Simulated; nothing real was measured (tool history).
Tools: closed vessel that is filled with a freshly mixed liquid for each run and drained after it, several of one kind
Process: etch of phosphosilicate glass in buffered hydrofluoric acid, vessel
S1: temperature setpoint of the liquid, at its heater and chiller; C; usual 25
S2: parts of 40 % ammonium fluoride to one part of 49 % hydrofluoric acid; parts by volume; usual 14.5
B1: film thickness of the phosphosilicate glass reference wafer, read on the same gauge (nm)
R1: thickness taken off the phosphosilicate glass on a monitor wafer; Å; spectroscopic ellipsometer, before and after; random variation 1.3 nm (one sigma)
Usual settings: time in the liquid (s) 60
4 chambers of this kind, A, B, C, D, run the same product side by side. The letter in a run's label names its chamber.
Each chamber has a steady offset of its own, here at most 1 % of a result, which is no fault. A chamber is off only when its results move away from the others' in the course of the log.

{"run": "1A", "hour": 7.8, "S1": 25, "S2": 14.5, "time in the liquid (s)": 60, "B1": 109.98, "R1": 1953.5}
{"run": "2C", "hour": 12.6, "S1": 25, "S2": 14.5, "time in the liquid (s)": 60, "B1": 109.98, "R1": 1952.9}
{"run": "3B", "hour": 18.5, "S1": 25, "S2": 14.5, "time in the liquid (s)": 60, "B1": 110.02, "R1": 1940.9}
{"run": "4D", "hour": 23.7, "S1": 25, "S2": 14.5, "time in the liquid (s)": 60, "B1": 110.01, "R1": 1939.6}
{"run": "5A", "hour": 32.3, "S1": 25, "S2": 14.5, "time in the liquid (s)": 60, "B1": 110.03, "R1": 1976.9}
{"run": "6B", "hour": 42.2, "S1": 25, "S2": 14.5, "time in the liquid (s)": 60, "B1": 109.98, "R1": 1959.4}
{"run": "7D", "hour": 48.9, "S1": 25, "S2": 14.5, "time in the liquid (s)": 60, "B1": 110.0, "R1": 1959.8}
{"run": "8C", "hour": 55.5, "S1": 25, "S2": 20.0, "time in the liquid (s)": 75, "B1": 109.95, "R1": 1753.1}
{"run": "9D", "hour": 62.6, "S1": 25, "S2": 20.0, "time in the liquid (s)": 75, "B1": 110.01, "R1": 1778.9}
{"run": "10A", "hour": 70.7, "S1": 25, "S2": 20.0, "time in the liquid (s)": 75, "B1": 110.01, "R1": 1796.6}
{"run": "11B", "hour": 76.1, "S1": 25, "S2": 20.0, "time in the liquid (s)": 75, "B1": 110.0, "R1": 1786.6}
{"run": "12C", "hour": 85.0, "S1": 25, "S2": 14.5, "time in the liquid (s)": 60, "B1": 110.06, "R1": 1929.8}
{"run": "13A", "hour": 91.9, "S1": 25, "S2": 14.5, "time in the liquid (s)": 60, "B1": 110.01, "R1": 1968.3}
{"run": "14C", "hour": 102.3, "S1": 27, "S2": 14.5, "time in the liquid (s)": 60, "B1": 110.03, "R1": 2171.5}
{"run": "15D", "hour": 112.5, "S1": 27, "S2": 14.5, "time in the liquid (s)": 60, "B1": 109.99, "R1": 2214.1}
{"run": "16B", "hour": 120.6, "S1": 27, "S2": 14.5, "time in the liquid (s)": 60, "B1": 110.04, "R1": 2180.5}
{"run": "17B", "hour": 130.7, "S1": 27, "S2": 14.5, "time in the liquid (s)": 60, "B1": 110.0, "R1": 2176.3}
{"run": "18C", "hour": 138.9, "S1": 25, "S2": 14.5, "time in the liquid (s)": 60, "B1": 110.02, "R1": 1954.2}
{"run": "19D", "hour": 144.1, "S1": 25, "S2": 14.5, "time in the liquid (s)": 60, "B1": 110.0, "R1": 2018.1}
{"run": "20A", "hour": 150.4, "S1": 25, "S2": 14.5, "time in the liquid (s)": 60, "B1": 109.99, "R1": 1966.3}
{"run": "21A", "hour": 160.5, "S1": 25, "S2": 14.5, "time in the liquid (s)": 60, "B1": 110.01, "R1": 1960.2}
{"run": "22B", "hour": 168.6, "S1": 23, "S2": 14.5, "time in the liquid (s)": 75, "B1": 110.02, "R1": 2167.9}
{"run": "23D", "hour": 179.2, "S1": 23, "S2": 14.5, "time in the liquid (s)": 75, "B1": 109.99, "R1": 2265.1}
{"hour": 183.7, "done": "chamber C: hydrofluoric acid flow meter replaced"}
{"run": "24C", "hour": 184.3, "S1": 23, "S2": 14.5, "time in the liquid (s)": 75, "B1": 110.03, "R1": 2171.1}
{"run": "25C", "hour": 194.5, "S1": 23, "S2": 14.5, "time in the liquid (s)": 75, "B1": 110.02, "R1": 2188.5}
{"run": "26D", "hour": 204.2, "S1": 25, "S2": 14.5, "time in the liquid (s)": 60, "B1": 109.99, "R1": 2031.3}
{"run": "27A", "hour": 210.7, "S1": 25, "S2": 14.5, "time in the liquid (s)": 60, "B1": 110.02, "R1": 1977.4}
{"run": "28B", "hour": 217.3, "S1": 25, "S2": 14.5, "time in the liquid (s)": 90, "B1": 110.02, "R1": 2966.9}
{"run": "29D", "hour": 224.8, "S1": 25, "S2": 14.5, "time in the liquid (s)": 90, "B1": 110.02, "R1": 3051.1}
{"run": "30A", "hour": 231.9, "S1": 25, "S2": 14.5, "time in the liquid (s)": 90, "B1": 109.96, "R1": 2959.3}
{"run": "31C", "hour": 238.2, "S1": 25, "S2": 14.5, "time in the liquid (s)": 90, "B1": 110.0, "R1": 2867.1}

Is one chamber off against the others, does the gauge drift, or is nothing wrong? If a chamber is off, say which, and what the likeliest cause is.

Chamber D drifts away from the others.
Cause: hydrofluoric acid flow above the setpoint (%) = 6.78.
The log may not tell that from: liquid hotter than its thermometer reads (K).

Here are 4 candidates for chamber D's next run, each the usual settings with a change, their results left as question marks. Which one brings its results back in line with what the others give on the usual settings?
In line means no further than this from the other chambers' mean on the usual settings: R1 45.0 Å
{"run": "32D-1", "hour": 245.8, "S1": 26.0, "S2": 14.5, "time in the liquid (s)": 60, "R1": "?"}
{"run": "32D-2", "hour": 245.8, "S1": 25.0, "S2": 15.5, "time in the liquid (s)": 60, "R1": "?"}
{"run": "32D-3", "hour": 245.8, "S1": 24.5, "S2": 14.5, "time in the liquid (s)": 60, "R1": "?"}
{"run": "32D-4", "hour": 245.8, "S1": 25.5, "S2": 14.5, "time in the liquid (s)": 60, "R1": "?"}

The other chambers' mean on the usual settings: R1 1953.8 Å
run=32D-1 R1=2192.8
run=32D-2 R1=1947.7
run=32D-3 R1=2021.8
run=32D-4 R1=2134.5
32D-2 brings the chamber back in line.
